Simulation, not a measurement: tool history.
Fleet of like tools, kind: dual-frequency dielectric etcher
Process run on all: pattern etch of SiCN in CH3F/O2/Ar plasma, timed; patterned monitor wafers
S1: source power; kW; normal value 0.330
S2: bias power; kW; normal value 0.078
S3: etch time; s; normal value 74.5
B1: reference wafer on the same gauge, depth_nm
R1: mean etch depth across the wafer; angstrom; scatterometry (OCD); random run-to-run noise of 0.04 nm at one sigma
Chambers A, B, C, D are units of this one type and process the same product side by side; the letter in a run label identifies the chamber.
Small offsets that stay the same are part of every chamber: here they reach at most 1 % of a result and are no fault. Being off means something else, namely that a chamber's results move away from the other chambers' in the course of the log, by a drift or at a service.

run    day     S1     S2    S3      B1      R1
 1A  0.267  0.330  0.078  74.5  25.391  265.50
 2C  0.596  0.330  0.078  74.5  25.391  268.33
 3B  0.838  0.330  0.078  74.5  25.395  268.22
 4D  1.092  0.330  0.078  74.5  25.379  267.83
 5D  1.375  0.330  0.078  74.5  25.379  267.54
 6C  1.662  0.330  0.078  74.5  25.366  267.55
 7B  1.983  0.330  0.078  74.5  25.373  268.39
 8A  2.250  0.330  0.078  74.5  25.357  265.22
 9B  2.633  0.330  0.078  74.5  25.351  266.89
10D  3.058  0.330  0.078  74.5  25.348  267.79
11A  3.288  0.330  0.078  74.5  25.345  265.34
     3.396  -- chamber D: wet clean of the chamber
12C  3.667  0.330  0.078  74.5  25.332  267.57
13B  3.967  0.330  0.078  74.5  25.338  267.12
14A  4.433  0.330  0.078  74.5  25.313  265.53
15D  4.858  0.330  0.078  74.5  25.316  267.40
16C  5.321  0.330  0.078  74.5  25.303  266.77
17C  5.600  0.330  0.078  74.5  25.304  266.33
18B  5.979  0.330  0.078  74.5  25.297  266.57
19D  6.379  0.330  0.078  74.5  25.287  266.68
20A  6.646  0.290  0.078  74.5  25.278  252.21
21B  6.871  0.290  0.078  74.5  25.274  253.76
22A  7.196  0.290  0.078  74.5  25.275  252.55
23C  7.617  0.290  0.078  74.5  25.263  254.46
24D  8.067  0.330  0.078  74.5  25.255  267.15
25C  8.488  0.330  0.078  74.5  25.256  266.66

For the next run the whole fleet of 4 chambers uses the same settings. Give each chamber's results:
26A  8.821  0.330  0.078  74.5       ?
26B  8.821  0.330  0.078  74.5       ?
26C  8.821  0.330  0.078  74.5       ?
26D  8.821  0.330  0.078  74.5       ?

run      R1
26A  263.81
26B  266.08
26C  266.29
26D  267.17

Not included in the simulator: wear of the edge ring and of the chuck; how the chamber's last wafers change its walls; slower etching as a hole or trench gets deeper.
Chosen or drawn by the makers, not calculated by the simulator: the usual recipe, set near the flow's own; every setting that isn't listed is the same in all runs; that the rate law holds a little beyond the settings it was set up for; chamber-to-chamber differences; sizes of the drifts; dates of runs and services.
